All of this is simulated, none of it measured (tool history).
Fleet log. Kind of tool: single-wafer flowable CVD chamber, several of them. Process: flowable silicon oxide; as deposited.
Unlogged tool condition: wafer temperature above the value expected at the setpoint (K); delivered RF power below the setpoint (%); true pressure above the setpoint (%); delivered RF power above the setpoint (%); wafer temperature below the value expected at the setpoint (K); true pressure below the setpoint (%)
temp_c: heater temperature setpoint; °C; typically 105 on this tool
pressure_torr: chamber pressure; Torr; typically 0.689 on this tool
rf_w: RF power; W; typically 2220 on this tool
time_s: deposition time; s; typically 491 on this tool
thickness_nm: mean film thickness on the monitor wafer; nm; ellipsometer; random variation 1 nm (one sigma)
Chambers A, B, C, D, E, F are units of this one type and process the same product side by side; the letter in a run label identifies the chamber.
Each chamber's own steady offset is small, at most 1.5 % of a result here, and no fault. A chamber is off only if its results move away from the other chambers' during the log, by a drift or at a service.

run	hour	temp_c	pressure_torr	rf_w	time_s	hours since the last thermocouple change	hours since the last RF generator calibration	hours since the last manometer calibration	read-back reference wafer on the same gauge, thickness_nm	thickness_nm
1B	10.3	105	0.689	2220	491	413.2	847.1	1900.4	192.05	212.16
2D	19.5	105	0.689	2220	491	1670.7	1995.8	924.8	192.03	208.80
3F	28.1	105	0.689	2220	491	1323.4	610.6	2482.3	191.92	213.34
4A	38.1	105	0.689	2220	491	1701.5	2316.1	197.2	191.97	211.93
5C	44.2	105	0.689	2220	491	1566.8	599.1	120.1	191.97	208.57
6E	54.7	105	0.689	2220	491	531.8	258.9	209.2	191.80	209.43
7B	66.4	105	0.689	2220	491	469.3	903.2	1956.5	191.94	211.54
8F	75.3	105	0.689	2220	491	1370.6	657.8	2529.5	191.84	215.15
9A	83.4	105	0.689	2220	491	1746.8	2361.4	242.5	191.86	212.44
10E	89.2	105	0.689	2220	491	566.3	293.4	243.7	192.06	208.94
11D	98.9	105	0.689	2220	491	1750.1	2075.2	1004.2	192.17	208.19
12C	108.6	105	0.689	2220	491	1631.2	663.5	184.5	192.10	208.70
13C	114.4	105	0.689	2220	491	1637.0	669.3	190.3	192.13	208.56
14B	124.0	105	0.689	2220	491	526.9	960.8	2014.1	192.09	211.05
15D	136.5	105	0.689	2220	491	1787.7	2112.8	1041.8	192.07	208.27
16E	146.4	105	0.689	2220	491	623.5	350.6	300.9	192.15	210.71
17F	158.3	105	0.689	2220	491	1453.6	740.8	2612.5	191.99	213.02
18A	166.1	97	0.689	2220	491	1829.5	2444.1	325.2	191.81	276.06
# hour 169.0: chamber B: RF generator calibrated
19A	173.8	97	0.689	2220	491	1837.2	2451.8	332.9	192.11	274.69
20C	179.6	97	0.689	2220	491	1702.2	734.5	255.5	192.09	271.72
21E	185.3	97	0.689	2220	491	662.4	389.5	339.8	191.86	275.83
22F	197.8	97	0.689	2220	491	1493.1	780.3	2652.0	192.05	278.97
23D	210.4	97	0.689	2220	491	1861.6	2186.7	1115.7	191.95	270.74
24B	219.6	105	0.689	2220	491	622.5	50.7	2109.7	191.78	214.09
# hour 226.7: chamber A: RF generator calibrated
25C	230.6	105	0.689	2220	491	1753.2	785.5	306.5	192.07	210.22
26E	243.1	105	0.689	2220	491	720.2	447.3	397.6	192.08	207.41
27F	249.1	119	0.577	2220	491	1544.4	831.6	2703.3	192.21	106.77
28B	259.4	119	0.577	2220	491	662.3	90.5	2149.5	192.17	106.91
29D	265.7	119	0.577	2220	491	1916.9	2242.0	1171.0	191.93	102.71
30A	277.0	119	0.577	2220	491	1940.4	50.3	436.1	192.09	106.42
31A	289.6	119	0.577	2220	491	1953.0	62.9	448.7	191.91	105.87
32D	298.3	119	0.577	2220	491	1949.5	2274.6	1203.6	191.97	102.80
33E	309.6	105	0.689	2220	491	786.7	513.8	464.1	192.20	209.24
# hour 314.5: chamber A: thermocouple changed; heater temperature recalibrated
34F	315.9	105	0.689	2220	491	1611.2	898.4	2770.1	192.02	213.23
35C	324.9	105	0.689	2220	491	1847.5	879.8	400.8	192.08	211.87
# hour 335.5: chamber F: RF generator calibrated
36B	337.6	105	0.689	2220	491	740.5	168.7	2227.7	191.89	211.24
37F	348.5	105	0.689	2220	491	1643.8	13.1	2802.7	192.16	214.30
38C	360.6	105	0.689	2440	491	1883.2	915.5	436.5	192.12	215.21
39A	366.9	105	0.689	2440	491	52.4	140.2	526.0	192.01	212.73
40D	379.2	105	0.689	2440	491	2030.4	2355.5	1284.5	192.14	207.37
41E	385.7	105	0.689	2440	491	862.8	589.9	540.2	191.82	209.93
42B	392.7	105	0.689	2440	491	795.6	223.8	2282.8	191.91	213.93
43C	402.2	105	0.689	2440	491	1924.8	957.1	478.1	191.98	213.33

All 6 chambers run these settings next. Forecast each chamber's results:
44A	411.5	105	0.850	2220	491					?
44B	411.5	105	0.850	2220	491					?
44C	411.5	105	0.850	2220	491					?
44D	411.5	105	0.850	2220	491					?
44E	411.5	105	0.850	2220	491					?
44F	411.5	105	0.850	2220	491					?

run	thickness_nm
44A	281.71
44B	278.92
44C	276.79
44D	267.51
44E	278.25
44F	283.12
